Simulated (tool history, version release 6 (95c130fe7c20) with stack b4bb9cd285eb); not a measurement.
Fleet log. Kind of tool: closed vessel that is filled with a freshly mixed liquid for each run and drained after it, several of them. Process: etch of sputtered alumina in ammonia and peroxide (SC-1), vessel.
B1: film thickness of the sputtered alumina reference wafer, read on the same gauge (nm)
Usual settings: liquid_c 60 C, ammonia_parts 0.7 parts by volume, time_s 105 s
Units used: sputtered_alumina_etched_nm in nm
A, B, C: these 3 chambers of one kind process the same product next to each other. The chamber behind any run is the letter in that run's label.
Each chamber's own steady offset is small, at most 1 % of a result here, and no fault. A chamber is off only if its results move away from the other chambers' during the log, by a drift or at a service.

Run 1C, hour 14.3: usual settings; B1 99.984. Result: sputtered_alumina_etched_nm 10.845 nm.
Run 2A, hour 27.5: usual settings; B1 100.04. Result: sputtered_alumina_etched_nm 10.836 nm.
Run 3B, hour 39.3: usual settings; B1 99.963. Result: sputtered_alumina_etched_nm 10.738 nm.
At hour 44.9: chamber A: new drum of ammonia solution connected.
At hour 48.2: chamber C: new drum of ammonia solution connected.
Run 4A, hour 49.3: usual settings; B1 99.985. Result: sputtered_alumina_etched_nm 10.833 nm.
Run 5B, hour 57.7: usual settings; B1 99.996. Result: sputtered_alumina_etched_nm 10.836 nm.
Run 6C, hour 65.5: usual settings; B1 100.02. Result: sputtered_alumina_etched_nm 10.645 nm.
Run 7B, hour 74.1: usual settings; B1 99.971. Result: sputtered_alumina_etched_nm 10.872 nm.
Run 8C, hour 88: usual settings; B1 100. Result: sputtered_alumina_etched_nm 10.651 nm.
Run 9A, hour 98.2: usual settings; B1 99.977. Result: sputtered_alumina_etched_nm 10.718 nm.
Run 10B, hour 109.4: usual settings but liquid_c 65.5 C, time_s 165 s; B1 100.02. Result: sputtered_alumina_etched_nm 22.557 nm.
Run 11A, hour 116.7: usual settings but liquid_c 65.5 C, time_s 165 s; B1 99.996. Result: sputtered_alumina_etched_nm 22.221 nm.
Run 12C, hour 129.2: usual settings but liquid_c 65.5 C, time_s 165 s; B1 99.982. Result: sputtered_alumina_etched_nm 22.323 nm.
Run 13C, hour 138.2: usual settings; B1 100. Result: sputtered_alumina_etched_nm 10.653 nm.
Run 14B, hour 145.2: usual settings; B1 100.03. Result: sputtered_alumina_etched_nm 11.008 nm.
Run 15A, hour 153: usual settings; B1 100.03. Result: sputtered_alumina_etched_nm 11.089 nm.
Run 16B, hour 166: usual settings; B1 100. Result: sputtered_alumina_etched_nm 10.712 nm.
Run 17A, hour 178: usual settings; B1 99.982. Result: sputtered_alumina_etched_nm 10.77 nm.
Run 18C, hour 192.2: usual settings; B1 99.956. Result: sputtered_alumina_etched_nm 10.793 nm.
Run 19B, hour 204.5: usual settings; B1 99.999. Result: sputtered_alumina_etched_nm 10.936 nm.
At hour 206.7: chamber B: new drum of ammonia solution connected.
Run 20A, hour 219.4: usual settings; B1 99.958. Result: sputtered_alumina_etched_nm 10.719 nm.
Run 21C, hour 230.9: usual settings; B1 99.995. Result: sputtered_alumina_etched_nm 10.668 nm.
Run 22B, hour 239: usual settings but ammonia_parts 0.95 parts by volume, time_s 65 s; B1 100.05. Result: sputtered_alumina_etched_nm 6.9593 nm.
At hour 243.7: chamber C: thermometer replaced.
Run 23C, hour 252.5: usual settings but ammonia_parts 0.95 parts by volume, time_s 65 s; B1 100.06. Result: sputtered_alumina_etched_nm 6.8879 nm.
Run 24A, hour 260.9: usual settings but ammonia_parts 0.95 parts by volume, time_s 65 s; B1 100. Result: sputtered_alumina_etched_nm 6.8737 nm.
Run 25B, hour 268.5: usual settings; B1 100.02. Result: sputtered_alumina_etched_nm 10.886 nm.
Run 26C, hour 276.8: usual settings; B1 100.04. Result: sputtered_alumina_etched_nm 10.742 nm.
Run 27A, hour 283.3: usual settings but liquid_c 69.5 C, ammonia_parts 0.55 parts by volume; B1 99.993. Result: sputtered_alumina_etched_nm 16.813 nm.
Run 28C, hour 296.6: usual settings but liquid_c 69.5 C, ammonia_parts 0.55 parts by volume; B1 99.973. Result: sputtered_alumina_etched_nm 16.896 nm.
Run 29A, hour 304.7: usual settings but liquid_c 69.5 C, ammonia_parts 0.55 parts by volume; B1 100.02. Result: sputtered_alumina_etched_nm 16.817 nm.
Run 30B, hour 318.4: usual settings; B1 99.992. Result: sputtered_alumina_etched_nm 10.849 nm.

One chamber off, gauge drift, or nothing amiss beyond the chambers' own small offsets? If it is a chamber, which one, and what is the likeliest cause?

The fleet is healthy, with each chamber sitting at its usual small offset and no drift in the gauge.
